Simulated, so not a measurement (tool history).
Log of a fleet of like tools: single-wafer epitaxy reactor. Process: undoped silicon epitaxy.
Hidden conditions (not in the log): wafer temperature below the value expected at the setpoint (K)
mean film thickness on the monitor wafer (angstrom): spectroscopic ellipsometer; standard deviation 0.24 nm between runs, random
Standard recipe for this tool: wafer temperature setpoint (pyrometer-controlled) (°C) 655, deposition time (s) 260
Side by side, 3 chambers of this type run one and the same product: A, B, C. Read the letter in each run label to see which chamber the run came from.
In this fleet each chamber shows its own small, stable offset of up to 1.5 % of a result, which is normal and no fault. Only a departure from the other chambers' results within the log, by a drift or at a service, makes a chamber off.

run	day	wafer temperature setpoint (pyrometer-controlled) (°C)	deposition time (s)	hours since the last pyrometer calibration	read-back reference wafer on the same gauge, thickness_nm	mean film thickness on the monitor wafer (angstrom)
1A	0.412	655	260	1336.4	47.315	483.4
2B	0.779	655	260	227.8	47.316	497.42
3C	1.179	655	260	852.6	47.296	491.64
4C	1.612	655	260	863	47.295	492.24
5A	1.883	655	260	1371.7	47.321	489.93
6B	2.262	655	260	263.4	47.301	489.3
7A	2.646	655	260	1390	47.343	487.34
8C	2.925	655	260	894.5	47.262	489.12
9B	3.429	655	260	291.4	47.26	486.87
10A	3.862	655	260	1419.2	47.277	485.35
11B	4.158	655	260	308.9	47.325	491.28
12C	4.517	655	260	932.7	47.323	486.26
# day 4.558: chamber C: pyrometer calibrated
13C	4.925	669	291	8.9	47.321	694.84
14A	5.208	669	291	1451.5	47.31	738.67
15B	5.562	669	291	342.6	47.291	739.19
16B	5.804	655	260	348.4	47.336	494.68
17C	6.333	655	260	42.7	47.37	460.51
18A	6.892	655	260	1491.9	47.307	489.61
19C	7.383	655	260	67.9	47.267	461.49
20B	7.862	655	260	397.8	47.273	492.11
21A	8.417	655	228	1528.5	47.269	424.84
22B	8.75	655	228	419.1	47.23	431.04
23A	9.142	655	228	1545.9	47.325	430.57
24C	9.617	655	260	121.5	47.33	463.51
25B	10.046	655	260	450.2	47.28	493.52
26A	10.562	662	260	1580	47.25	567.53
27C	11.038	662	260	155.6	47.393	537.33
28B	11.329	662	260	481	47.351	575.4
29A	11.692	655	260	1607.1	47.307	491.23
30C	11.992	655	260	178.5	47.297	463.57
31A	12.246	655	260	1620.4	47.267	488.82
32C	12.592	655	260	192.9	47.273	460.62
33B	13.121	655	260	524	47.301	494.57
34B	13.4	655	260	530.7	47.301	493.43
35C	13.946	655	260	225.4	47.296	461.93

What goes on in this fleet: one chamber off, a drifting gauge, or nothing beyond the chambers' own small offsets? Name the chamber and the cause, if any.

Chamber C has stood off from the others ever since a service on it.
What lies behind it: wafer temperature below the value expected at the setpoint (K) = 2.77.

Here are 4 candidates for chamber C's next run, each the usual settings with a change, their results left as question marks. Which one brings its results back in line with what the others give on the usual settings?
In line means no further than this from the other chambers' mean on the usual settings: mean film thickness on the monitor wafer (angstrom) 8.4
36C-1	14.346	652	260			?
36C-2	14.346	656	262			?
36C-3	14.346	654	260			?
36C-4	14.346	658	260			?

Mean of the other chambers on the usual settings: mean film thickness on the monitor wafer (angstrom) 489.46
run	mean film thickness on the monitor wafer (angstrom)
36C-1	432.4
36C-2	475.12
36C-3	451.57
36C-4	492.21
With 36C-4, the chamber falls back in line with the rest.
